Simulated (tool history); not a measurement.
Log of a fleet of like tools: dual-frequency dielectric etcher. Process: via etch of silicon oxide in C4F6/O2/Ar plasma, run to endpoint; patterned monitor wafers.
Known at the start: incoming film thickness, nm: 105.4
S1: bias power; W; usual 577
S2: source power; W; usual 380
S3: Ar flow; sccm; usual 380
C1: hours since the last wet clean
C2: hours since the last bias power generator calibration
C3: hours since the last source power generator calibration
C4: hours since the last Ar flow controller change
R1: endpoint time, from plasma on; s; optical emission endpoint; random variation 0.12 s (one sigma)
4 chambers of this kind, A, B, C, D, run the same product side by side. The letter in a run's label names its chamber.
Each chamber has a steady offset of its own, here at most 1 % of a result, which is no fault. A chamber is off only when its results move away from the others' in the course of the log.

At hour 2.2: chamber D: wet clean of the chamber.
Run 1D, hour 11.4: usual settings; C1 9.2; C2 1442.5; C3 850.3; C4 1960.6. Result: R1 23.249 s.
Run 2A, hour 20.5: usual settings; C1 394.2; C2 1604.5; C3 2617.9; C4 162.5. Result: R1 22.946 s.
Run 3B, hour 29.7: usual settings; C1 222.8; C2 461.8; C3 1095.6; C4 1662.8. Result: R1 22.814 s.
Run 4C, hour 35.2: usual settings; C1 215; C2 896.9; C3 3091.8; C4 700.3. Result: R1 23.1 s.
Run 5A, hour 45.5: usual settings; C1 419.2; C2 1629.5; C3 2642.9; C4 187.5. Result: R1 23.029 s.
Run 6D, hour 53.1: usual settings; C1 50.9; C2 1484.2; C3 892; C4 2002.3. Result: R1 22.913 s.
Run 7C, hour 63.2: usual settings; C1 243; C2 924.9; C3 3119.8; C4 728.3. Result: R1 23.243 s.
Run 8B, hour 71.1: usual settings but S2 450 W; C1 264.2; C2 503.2; C3 1137; C4 1704.2. Result: R1 21.592 s.
Run 9A, hour 76.2: usual settings but S2 450 W; C1 449.9; C2 1660.2; C3 2673.6; C4 218.2. Result: R1 21.681 s.
Run 10C, hour 81.5: usual settings but S2 450 W; C1 261.3; C2 943.2; C3 3138.1; C4 746.6. Result: R1 21.674 s.
Run 11B, hour 90.2: usual settings but S2 450 W; C1 283.3; C2 522.3; C3 1156.1; C4 1723.3. Result: R1 21.647 s.
Run 12D, hour 98.3: usual settings; C1 96.1; C2 1529.4; C3 937.2; C4 2047.5. Result: R1 23.069 s.
Run 13A, hour 106.3: usual settings; C1 480; C2 1690.3; C3 2703.7; C4 248.3. Result: R1 22.875 s.
Run 14D, hour 115.4: usual settings; C1 113.2; C2 1546.5; C3 954.3; C4 2064.6. Result: R1 23.241 s.
Run 15C, hour 121.3: usual settings; C1 301.1; C2 983; C3 3177.9; C4 786.4. Result: R1 23.086 s.
Run 16B, hour 132.7: usual settings; C1 325.8; C2 564.8; C3 1198.6; C4 1765.8. Result: R1 22.993 s.
Run 17B, hour 139.6: usual settings but S1 513 W, S2 440 W; C1 332.7; C2 571.7; C3 1205.5; C4 1772.7. Result: R1 22.635 s.
Run 18A, hour 151.3: usual settings but S1 513 W, S2 440 W; C1 525; C2 1735.3; C3 2748.7; C4 293.3. Result: R1 22.699 s.
Run 19D, hour 157.6: usual settings but S1 513 W, S2 440 W; C1 155.4; C2 1588.7; C3 996.5; C4 2106.8. Result: R1 22.8 s.
Run 20C, hour 165.6: usual settings but S1 513 W, S2 440 W; C1 345.4; C2 1027.3; C3 3222.2; C4 830.7. Result: R1 22.976 s.
At hour 172.3: chamber A: wet clean of the chamber.
Run 21C, hour 176.1: usual settings; C1 355.9; C2 1037.8; C3 3232.7; C4 841.2. Result: R1 22.801 s.
Run 22A, hour 183: usual settings; C1 10.7; C2 1767; C3 2780.4; C4 325. Result: R1 22.882 s.
Run 23D, hour 194.7: usual settings; C1 192.5; C2 1625.8; C3 1033.6; C4 2143.9. Result: R1 22.994 s.
Run 24B, hour 202.8: usual settings; C1 395.9; C2 634.9; C3 1268.7; C4 1835.9. Result: R1 22.917 s.
Run 25B, hour 211.5: usual settings but S1 496 W, S2 410 W; C1 404.6; C2 643.6; C3 1277.4; C4 1844.6. Result: R1 23.632 s.

All 4 chambers run these settings next. Forecast each chamber's results:
Run 26A, hour 220: usual settings. Result: R1 ?.
Run 26B, hour 220: usual settings. Result: R1 ?.
Run 26C, hour 220: usual settings. Result: R1 ?.
Run 26D, hour 220: usual settings. Result: R1 ?.

run      R1
26A  22.994
26B  22.882
26C  22.934
26D  23.372
